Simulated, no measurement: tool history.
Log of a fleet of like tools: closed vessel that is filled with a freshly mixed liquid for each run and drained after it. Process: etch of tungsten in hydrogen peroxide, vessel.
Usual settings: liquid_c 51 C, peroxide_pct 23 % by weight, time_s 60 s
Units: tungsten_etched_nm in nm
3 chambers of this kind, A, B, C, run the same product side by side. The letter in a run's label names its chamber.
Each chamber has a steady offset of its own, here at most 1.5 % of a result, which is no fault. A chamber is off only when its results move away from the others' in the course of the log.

| run | hour | liquid_c | peroxide_pct | time_s | read-back film thickness of the tungsten reference wafer, read on the same gauge (nm) | tungsten_etched_nm |
|---|---|---|---|---|---|---|
| 1A | 5.4 | 51 | 23 | 60 | 90.061 | 188.35 |
| 2B | 9.5 | 51 | 23 | 60 | 89.942 | 191.27 |
| 3C | 13.3 | 51 | 23 | 60 | 89.98 | 191.9 |
| 4C | 18.9 | 51 | 23 | 60 | 90.034 | 190.86 |
| 5B | 23.5 | 51 | 23 | 60 | 90.027 | 190.33 |
|  | 28.4 | chamber B: thermometer replaced |
| 6A | 29.8 | 51 | 28.5 | 60 | 90.063 | 212.05 |
| 7C | 34.4 | 51 | 28.5 | 60 | 89.999 | 209.98 |
| 8A | 41 | 51 | 28.5 | 60 | 89.995 | 211.46 |
| 9B | 47.3 | 51 | 23 | 60 | 89.986 | 192.12 |
| 10C | 52.5 | 47 | 23 | 60 | 89.973 | 149.95 |
| 11A | 58.1 | 47 | 23 | 60 | 90.048 | 150.02 |
| 12B | 62.6 | 47 | 23 | 60 | 89.987 | 150.56 |
| 13B | 68.6 | 51 | 23 | 60 | 89.974 | 190.67 |
|  | 70.9 | chamber C: thermometer replaced |
| 14A | 72.4 | 54 | 20.5 | 60 | 90.012 | 213.03 |
| 15C | 76.9 | 54 | 20.5 | 60 | 89.992 | 215.25 |
| 16A | 80 | 54 | 20.5 | 60 | 89.991 | 215.78 |
| 17C | 83.1 | 51 | 23 | 60 | 90.048 | 191.65 |
| 18B | 86.5 | 51 | 23 | 60 | 90.015 | 190.52 |
| 19B | 90.9 | 51 | 23 | 60 | 90.006 | 193.05 |
| 20C | 97.7 | 51 | 23 | 60 | 90.018 | 192.17 |
|  | 101 | chamber C: new drum of peroxide connected |
| 21A | 104.5 | 51 | 23 | 60 | 89.974 | 193.85 |
| 22C | 110.1 | 51 | 23 | 60 | 89.961 | 192.26 |
| 23A | 113.7 | 51 | 23 | 60 | 89.96 | 190.76 |
| 24B | 116.9 | 51 | 23 | 60 | 89.964 | 190.56 |
| 25A | 120.8 | 51 | 23 | 60 | 90.013 | 189.55 |
| 26B | 126.2 | 51 | 23 | 40 | 90.011 | 128.79 |
| 27C | 131 | 51 | 23 | 40 | 90.028 | 128.14 |
| 28A | 137 | 51 | 23 | 40 | 90.075 | 126.18 |
| 29C | 141.1 | 51 | 23 | 60 | 89.973 | 190.11 |
| 30B | 145.5 | 51 | 23 | 60 | 89.93 | 191.86 |
| 31A | 148.6 | 46 | 23 | 30 | 89.95 | 69.266 |
| 32B | 152.6 | 46 | 23 | 30 | 90.009 | 69.775 |
| 33C | 155.9 | 46 | 23 | 30 | 90.047 | 69.993 |
| 34B | 159.1 | 51 | 23 | 60 | 90.059 | 192.7 |
| 35C | 164.6 | 51 | 23 | 60 | 89.978 | 190.4 |
| 36A | 169.1 | 51 | 23 | 60 | 89.952 | 187.73 |
| 37B | 173.6 | 51 | 23 | 60 | 89.993 | 191.56 |
| 38C | 180.3 | 51 | 23 | 60 | 89.999 | 191.44 |
| 39A | 183.8 | 51 | 23 | 60 | 89.978 | 186.84 |
| 40C | 187.5 | 51 | 23 | 60 | 90.021 | 190.11 |
| 41A | 190.7 | 51 | 23 | 60 | 90.009 | 189.12 |
| 42B | 194.6 | 51 | 23 | 60 | 90.054 | 191.74 |

What goes on in this fleet: one chamber off, a drifting gauge, or nothing beyond the chambers' own small offsets? Name the chamber and the cause, if any.

No chamber stands off beyond its own small offset, and the gauge holds steady.
